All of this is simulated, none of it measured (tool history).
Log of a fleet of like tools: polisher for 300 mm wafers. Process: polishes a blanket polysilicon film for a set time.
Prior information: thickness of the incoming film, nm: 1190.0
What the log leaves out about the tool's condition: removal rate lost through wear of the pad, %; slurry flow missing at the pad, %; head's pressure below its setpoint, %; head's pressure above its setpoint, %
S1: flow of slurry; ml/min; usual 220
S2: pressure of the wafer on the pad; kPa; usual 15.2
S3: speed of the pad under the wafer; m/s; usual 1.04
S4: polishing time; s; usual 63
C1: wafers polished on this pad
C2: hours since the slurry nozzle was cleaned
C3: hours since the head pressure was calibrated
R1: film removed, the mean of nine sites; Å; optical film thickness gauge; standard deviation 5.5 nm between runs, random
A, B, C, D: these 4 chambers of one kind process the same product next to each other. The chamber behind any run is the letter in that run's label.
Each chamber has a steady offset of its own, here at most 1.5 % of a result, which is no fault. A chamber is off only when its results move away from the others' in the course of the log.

run   hour   S1    S2    S3  S4    C1     C2      C3      R1
       3.2  -- chamber C: head pressure recalibrated
 1B    8.5  220  15.2  1.04  63   352  272.2  1193.5  4276.9
       8.6  -- chamber B: head pressure recalibrated
 2D   15.7  220  15.2  1.04  63   742  147.2   225.3  4281.5
      15.9  -- chamber A: slurry nozzle cleaned
 3C     24  220  15.2  1.04  63  1150  117.3    20.9    4227
      24.1  -- chamber A: worn pad replaced by a new one
      28.7  -- chamber B: worn pad replaced by a new one
 4A   29.5  220  15.2  1.04  63    56   13.6  1232.6  4252.3
      34.2  -- chamber C: worn pad replaced by a new one
 5C   37.1  220  15.2  1.04  63    29  130.4      34  4209.2
 6D     43  220  15.2  1.04  63  1024  174.5   252.6  4197.3
 7B   49.3  220  15.2  1.04  63   212    313    40.7  4201.9
 8A   56.1  220  15.2  1.04  63   330   40.2  1259.2  4268.6
      64.9  -- chamber D: worn pad replaced by a new one
 9A   65.2  220  15.2  1.04  63   424   49.3  1268.3    4215
10C     76  220  15.2  1.04  63   431  169.3    72.9  4203.2
11B   84.5  220  15.2  1.04  63   576  348.2    75.9    4319
        88  -- chamber B: slurry nozzle cleaned
      89.9  -- chamber B: worn pad replaced by a new one
12D   94.4  220  17.9  1.36  63   305  225.9     304  6598.2
        96  -- chamber D: slurry nozzle cleaned
13C  101.7  220  17.9  1.36  63   696    195    98.6  6444.2
14A  108.5  220  17.9  1.36  63   871   92.6  1311.6  6528.3
15D    119  220  17.9  1.36  63   559     23   328.6  6510.4
16B    127  220  15.2  1.04  63   383   39.1   118.4  4318.9
17B  136.5  220  15.2  1.04  63   481   48.6   127.9  4267.3
18A  141.6  220  15.2  1.04  63  1213  125.7  1344.7  4205.4
     148.3  -- chamber B: worn pad replaced by a new one
19D  149.7  220  15.2  1.04  63   875   53.7   359.3  4175.3
     158.9  -- chamber A: worn pad replaced by a new one
20C  160.5  220  15.2  1.04  63  1303  253.8   157.4  4206.7
     161.5  -- chamber C: worn pad replaced by a new one
21D  170.6  220  15.2  1.04  63  1091   74.6   380.2  4305.9
22C  176.6  220  15.2  1.04  63   156  269.9   173.5  4192.6
     181.2  -- chamber D: worn pad replaced by a new one
23A  182.4  220  15.2  1.04  63   243  166.5  1385.5  4300.5
24B  190.8  220  15.2  1.04  63   439  102.9   182.2  4378.6
25B  196.2  220  15.2  1.04  63   494  108.3   187.6  4316.2
26A  203.9  220  15.2  1.04  63   465    188    1407  4204.6
27D  212.6  220  15.2  1.04  63   324  116.6   422.2  4307.3
     214.8  -- chamber B: worn pad replaced by a new one
28C    223  220  13.1  1.26  63   634  316.3   219.9  4442.8
29C  231.7  220  13.1  1.26  63   724    325   228.6  4489.5
30A  240.3  220  13.1  1.26  63   840  224.4  1443.4  4371.8
31B  246.3  220  13.1  1.26  63   326  158.4   237.7  4450.7
     246.8  -- chamber A: slurry nozzle cleaned
32D  257.1  220  15.2  1.04  63   783  161.1   466.7  4306.6
33D    266  220  15.2  1.04  63   875    170   475.6  4214.5
34A  276.6  220  15.2  1.04  63  1215   29.9  1479.7  4368.1

Is one chamber out of step, is the gauge drifting, or do the chambers differ by no more than their own small offsets? For an off chamber, give its letter and the likeliest cause.

The fleet is healthy, with each chamber sitting at its usual small offset and no drift in the gauge.
